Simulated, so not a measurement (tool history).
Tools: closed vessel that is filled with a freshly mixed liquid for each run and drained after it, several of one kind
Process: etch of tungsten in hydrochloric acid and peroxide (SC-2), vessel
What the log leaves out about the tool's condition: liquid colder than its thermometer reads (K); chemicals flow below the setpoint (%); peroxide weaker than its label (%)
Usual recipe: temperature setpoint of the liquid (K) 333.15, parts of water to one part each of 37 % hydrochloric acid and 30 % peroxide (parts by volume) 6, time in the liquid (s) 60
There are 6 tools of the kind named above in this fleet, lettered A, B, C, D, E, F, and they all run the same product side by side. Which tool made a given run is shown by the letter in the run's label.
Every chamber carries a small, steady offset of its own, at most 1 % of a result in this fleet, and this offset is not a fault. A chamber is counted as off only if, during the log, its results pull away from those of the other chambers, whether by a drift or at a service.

run    day  temperature setpoint of the liquid (K)  parts of water to one part each of 37 % hydrochloric acid and 30 % peroxide (parts by volume)  time in the liquid (s)  hours since the thermometer was replaced  hours since the chemicals flow meter was replaced  hours since the drum of peroxide was connected  read-back film thickness of the tungsten reference wafer, read on the same gauge (nm)  thickness taken off the tungsten on a monitor wafer (nm)
 1D  0.154                                  333.15                                                                                              6                      60                                    1046.7                                             1571.6                                           393.3                                                                                 70.019                                                   19.4960
 2B  0.321                                  333.15                                                                                              6                      60                                     273.1                                              675.9                                          1076.5                                                                                 70.048                                                   19.2880
 3E  0.483                                  333.15                                                                                              6                      60                                     688.4                                             1199.4                                           421.2                                                                                 69.967                                                   19.1950
 4C  0.592                                  333.15                                                                                              6                      60                                    2127.9                                              256.5                                           837.0                                                                                 70.028                                                   19.3320
 5A  0.750                                  333.15                                                                                              6                      60                                     567.1                                              325.3                                           339.6                                                                                 70.041                                                   19.2720
 6F  0.929                                  333.15                                                                                              6                      60                                    2809.8                                              530.5                                           237.0                                                                                 69.963                                                   19.4800
 7B  1.171                                  333.15                                                                                              6                      60                                     293.5                                              696.3                                          1096.9                                                                                 70.021                                                   19.3590
 8F  1.300                                  329.15                                                                                              5                      60                                    2818.7                                              539.4                                           245.9                                                                                 69.996                                                   17.2490
 9A  1.508                                  329.15                                                                                              5                      60                                     585.3                                              343.5                                           357.8                                                                                 69.973                                                   17.0730
10D  1.654                                  329.15                                                                                              5                      60                                    1082.7                                             1607.6                                           429.3                                                                                 69.984                                                   17.3480
11C  1.846                                  329.15                                                                                              5                      60                                    2158.0                                              286.6                                           867.1                                                                                 70.001                                                   17.2520
12E  2.079                                  329.15                                                                                              5                      60                                     726.7                                             1237.7                                           459.5                                                                                 70.007                                                   17.1120
13E  2.321                                  329.15                                                                                              5                      60                                     732.5                                             1243.5                                           465.3                                                                                 70.002                                                   16.9230
14B  2.446                                  333.15                                                                                              6                      60                                     324.1                                              726.9                                          1127.5                                                                                 70.008                                                   19.3220
     2.575  -- chamber E: new drum of peroxide connected
15D  2.654                                  326.15                                                                                              9                      60                                    1106.7                                             1631.6                                           453.3                                                                                 70.010                                                    9.0656
16F  2.838                                  326.15                                                                                              9                      60                                    2855.6                                              576.3                                           282.8                                                                                 70.051                                                    8.9336
17C  3.025                                  326.15                                                                                              9                      60                                    2186.3                                              314.9                                           895.4                                                                                 69.992                                                    9.0083
18A  3.183                                  326.15                                                                                              9                      60                                     625.5                                              383.7                                           398.0                                                                                 69.956                                                    9.0656
19B  3.425                                  326.15                                                                                              9                      60                                     347.6                                              750.4                                          1151.0                                                                                 70.000                                                    8.8762
20D  3.667                                  326.15                                                                                              9                      60                                    1131.0                                             1655.9                                           477.6                                                                                 69.998                                                    9.0615
21A  3.779                                  333.15                                                                                              6                      60                                     639.8                                              398.0                                           412.3                                                                                 69.958                                                   19.2640
22F  3.996                                  333.15                                                                                              6                      60                                    2883.4                                              604.1                                           310.6                                                                                 69.968                                                   19.1100
23C  4.162                                  333.15                                                                                              6                      60                                    2213.6                                              342.2                                           922.7                                                                                 69.987                                                   19.4010
24E  4.300                                  333.15                                                                                              6                      60                                     780.0                                             1291.0                                            41.4                                                                                 70.009                                                   19.3390
25E  4.512                                  333.15                                                                                              6                      60                                     785.1                                             1296.1                                            46.5                                                                                 69.998                                                   19.2160
26F  4.750                                  333.15                                                                                              6                      60                                    2901.5                                              622.2                                           328.7                                                                                 70.007                                                   18.9910
27D  4.867                                  333.15                                                                                              6                      60                                    1159.8                                             1684.7                                           506.4                                                                                 69.950                                                   19.5720
28B  4.975                                  333.15                                                                                              6                      60                                     384.8                                              787.6                                          1188.2                                                                                 69.999                                                   19.5010
29A  5.142                                  333.15                                                                                              6                      60                                     672.5                                              430.7                                           445.0                                                                                 70.029                                                   19.4410
30C  5.371                                  333.15                                                                                              6                      60                                    2242.6                                              371.2                                           951.7                                                                                 70.005                                                   19.4290
31C  5.504                                  333.15                                                                                              6                      60                                    2245.8                                              374.4                                           954.9                                                                                 70.001                                                   19.5120
32F  5.700                                  333.15                                                                                              6                      60                                    2924.3                                              645.0                                           351.5                                                                                 69.965                                                   19.0520
     5.833  -- chamber A: new drum of peroxide connected
33A  5.921                                  333.15                                                                                              6                      80                                     691.2                                              449.4                                             2.1                                                                                 69.960                                                   25.6800
34E  6.083                                  333.15                                                                                              6                      80                                     822.8                                             1333.8                                            84.2                                                                                 69.959                                                   25.7900
     6.271  -- chamber E: thermometer replaced
35D  6.275                                  333.15                                                                                              6                      80                                    1193.6                                             1718.5                                           540.2                                                                                 70.027                                                   26.0420
36B  6.500                                  333.15                                                                                              6                      80                                     421.4                                              824.2                                          1224.8                                                                                 70.014                                                   25.9230
37D  6.642                                  333.15                                                                                              6                      80                                    1202.4                                             1727.3                                           549.0                                                                                 70.005                                                   25.8150
38C  6.804                                  333.15                                                                                              6                      80                                    2277.0                                              405.6                                           986.1                                                                                 70.014                                                   25.7200
39E  6.975                                  333.15                                                                                              6                      60                                      17.0                                             1355.2                                           105.6                                                                                 70.007                                                   19.4640
40A  7.175                                  333.15                                                                                              6                      60                                     721.3                                              479.5                                            32.2                                                                                 69.978                                                   19.4070
41B  7.333                                  333.15                                                                                              6                      60                                     441.4                                              844.2                                          1244.8                                                                                 69.975                                                   19.3690

The same settings go to every chamber for the next run, one line per chamber below. Forecast the results for each:
42A  7.508                                  333.15                                                                                              8                      60                                                                                                                                                                                                                                                                                             ?
42B  7.508                                  333.15                                                                                              8                      60                                                                                                                                                                                                                                                                                             ?
42C  7.508                                  333.15                                                                                              8                      60                                                                                                                                                                                                                                                                                             ?
42D  7.508                                  333.15                                                                                              8                      60                                                                                                                                                                                                                                                                                             ?
42E  7.508                                  333.15                                                                                              8                      60                                                                                                                                                                                                                                                                                             ?
42F  7.508                                  333.15                                                                                              8                      60                                                                                                                                                                                                                                                                                             ?

run  thickness taken off the tungsten on a monitor wafer (nm)
42A                                                   15.5150
42B                                                   15.6110
42C                                                   15.5200
42D                                                   15.6000
42E                                                   15.6190
42F                                                   14.9310

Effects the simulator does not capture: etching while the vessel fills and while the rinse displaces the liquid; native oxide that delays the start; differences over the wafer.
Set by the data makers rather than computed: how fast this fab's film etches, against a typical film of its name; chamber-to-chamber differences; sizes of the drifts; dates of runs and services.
